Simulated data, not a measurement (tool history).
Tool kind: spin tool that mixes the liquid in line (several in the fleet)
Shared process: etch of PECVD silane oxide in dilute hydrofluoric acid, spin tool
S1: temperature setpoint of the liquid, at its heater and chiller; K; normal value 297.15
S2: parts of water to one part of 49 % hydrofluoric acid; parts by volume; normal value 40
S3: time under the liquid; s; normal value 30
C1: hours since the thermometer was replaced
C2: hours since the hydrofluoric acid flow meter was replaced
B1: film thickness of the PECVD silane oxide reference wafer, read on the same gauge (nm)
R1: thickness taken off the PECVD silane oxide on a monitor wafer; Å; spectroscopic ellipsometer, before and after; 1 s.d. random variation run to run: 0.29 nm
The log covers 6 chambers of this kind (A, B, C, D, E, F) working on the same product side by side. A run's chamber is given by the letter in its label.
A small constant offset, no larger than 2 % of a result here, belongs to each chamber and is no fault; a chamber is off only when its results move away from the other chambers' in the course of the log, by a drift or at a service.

| run | hour | S1 | S2 | S3 | C1 | C2 | B1 | R1 |
|---|---|---|---|---|---|---|---|---|
| 1D | 14.5 | 297.15 | 40 | 30 | 1512.6 | 682.6 | 50.000 | 306.07 |
| 2F | 24.1 | 297.15 | 40 | 30 | 1232.1 | 407.2 | 50.013 | 307.61 |
| 3E | 33.9 | 297.15 | 40 | 30 | 958.8 | 658.8 | 49.956 | 311.56 |
| 4C | 48.7 | 297.15 | 40 | 30 | 926.7 | 272.5 | 50.005 | 314.25 |
| 5A | 59.4 | 297.15 | 40 | 30 | 187.9 | 508.0 | 49.973 | 312.43 |
|  | 65.5 | chamber F: hydrofluoric acid flow meter replaced |
| 6B | 71.6 | 297.15 | 40 | 30 | 265.6 | 383.6 | 49.980 | 313.10 |
| 7E | 87.9 | 297.15 | 40 | 30 | 1012.8 | 712.8 | 50.003 | 308.52 |
| 8C | 99.2 | 297.15 | 40 | 30 | 977.2 | 323.0 | 50.013 | 315.41 |
| 9F | 112.9 | 297.15 | 40 | 30 | 1320.9 | 47.4 | 50.034 | 314.11 |
| 10B | 121.7 | 297.15 | 40 | 30 | 315.7 | 433.7 | 50.011 | 314.18 |
|  | 134.3 | chamber D: thermometer replaced |
| 11D | 135.5 | 297.15 | 40 | 30 | 1.3 | 803.6 | 50.014 | 314.53 |
| 12A | 148.6 | 297.15 | 40 | 30 | 277.1 | 597.2 | 50.011 | 310.85 |
| 13F | 159.7 | 294.65 | 40 | 30 | 1367.7 | 94.2 | 50.005 | 278.25 |
| 14A | 169.9 | 294.65 | 40 | 30 | 298.4 | 618.5 | 50.006 | 282.71 |
| 15C | 180.8 | 294.65 | 40 | 30 | 1058.8 | 404.6 | 50.027 | 282.37 |
| 16D | 192.4 | 294.65 | 40 | 30 | 58.2 | 860.5 | 50.007 | 278.39 |
| 17B | 204.5 | 294.65 | 40 | 30 | 398.5 | 516.5 | 50.000 | 284.92 |
| 18E | 213.1 | 294.65 | 40 | 30 | 1138.0 | 838.0 | 50.002 | 275.42 |
| 19F | 227.6 | 297.15 | 40 | 30 | 1435.6 | 162.1 | 49.987 | 310.58 |
| 20D | 240.2 | 297.15 | 40 | 30 | 106.0 | 908.3 | 49.994 | 315.80 |
| 21B | 250.0 | 293.65 | 45 | 30 | 444.0 | 562.0 | 49.975 | 237.14 |
| 22E | 264.2 | 293.65 | 45 | 30 | 1189.1 | 889.1 | 50.002 | 233.04 |
| 23C | 273.7 | 293.65 | 45 | 30 | 1151.7 | 497.5 | 50.006 | 242.97 |
| 24A | 284.1 | 293.65 | 45 | 30 | 412.6 | 732.7 | 49.988 | 238.48 |
|  | 289.8 | chamber C: hydrofluoric acid flow meter replaced |
| 25F | 295.5 | 293.65 | 45 | 30 | 1503.5 | 230.0 | 50.011 | 239.64 |
| 26D | 303.8 | 293.65 | 45 | 30 | 169.6 | 971.9 | 49.995 | 241.44 |
| 27A | 318.3 | 297.15 | 40 | 30 | 446.8 | 766.9 | 50.008 | 311.81 |
| 28E | 329.5 | 297.15 | 40 | 50 | 1254.4 | 954.4 | 49.968 | 513.78 |
| 29B | 337.8 | 297.15 | 40 | 50 | 531.8 | 649.8 | 50.005 | 521.95 |
| 30C | 349.7 | 297.15 | 40 | 50 | 1227.7 | 60.0 | 50.004 | 523.98 |
| 31C | 361.9 | 297.15 | 40 | 50 | 1239.9 | 72.2 | 50.006 | 520.82 |
| 32D | 371.2 | 297.15 | 40 | 50 | 237.0 | 1039.3 | 50.008 | 514.41 |
| 33A | 387.1 | 297.15 | 40 | 50 | 515.6 | 835.7 | 50.012 | 518.91 |
| 34B | 397.1 | 297.15 | 50 | 30 | 591.1 | 709.1 | 50.007 | 248.19 |
| 35E | 410.1 | 297.15 | 50 | 30 | 1335.0 | 1035.0 | 49.988 | 238.34 |
| 36F | 423.8 | 297.15 | 50 | 30 | 1631.8 | 358.3 | 50.008 | 245.89 |
| 37D | 438.1 | 297.15 | 50 | 30 | 303.9 | 1106.2 | 49.999 | 242.52 |
| 38C | 451.6 | 297.15 | 50 | 30 | 1329.6 | 161.9 | 50.006 | 251.59 |
| 39A | 458.7 | 297.15 | 50 | 30 | 587.2 | 907.3 | 49.983 | 246.28 |
| 40F | 470.6 | 297.15 | 40 | 30 | 1678.6 | 405.1 | 49.963 | 311.31 |
| 41B | 481.0 | 297.15 | 40 | 30 | 675.0 | 793.0 | 50.015 | 310.80 |
| 42E | 493.2 | 297.15 | 20 | 40 | 1418.1 | 1118.1 | 50.000 | 830.08 |

Read the log: is a single chamber off, either drifting away or since a service, is the gauge that measures every chamber drifting, or is nothing wrong beyond small per-chamber offsets? Name any odd chamber and what most likely caused it.

The fleet is healthy, with each chamber sitting at its usual small offset and no drift in the gauge.

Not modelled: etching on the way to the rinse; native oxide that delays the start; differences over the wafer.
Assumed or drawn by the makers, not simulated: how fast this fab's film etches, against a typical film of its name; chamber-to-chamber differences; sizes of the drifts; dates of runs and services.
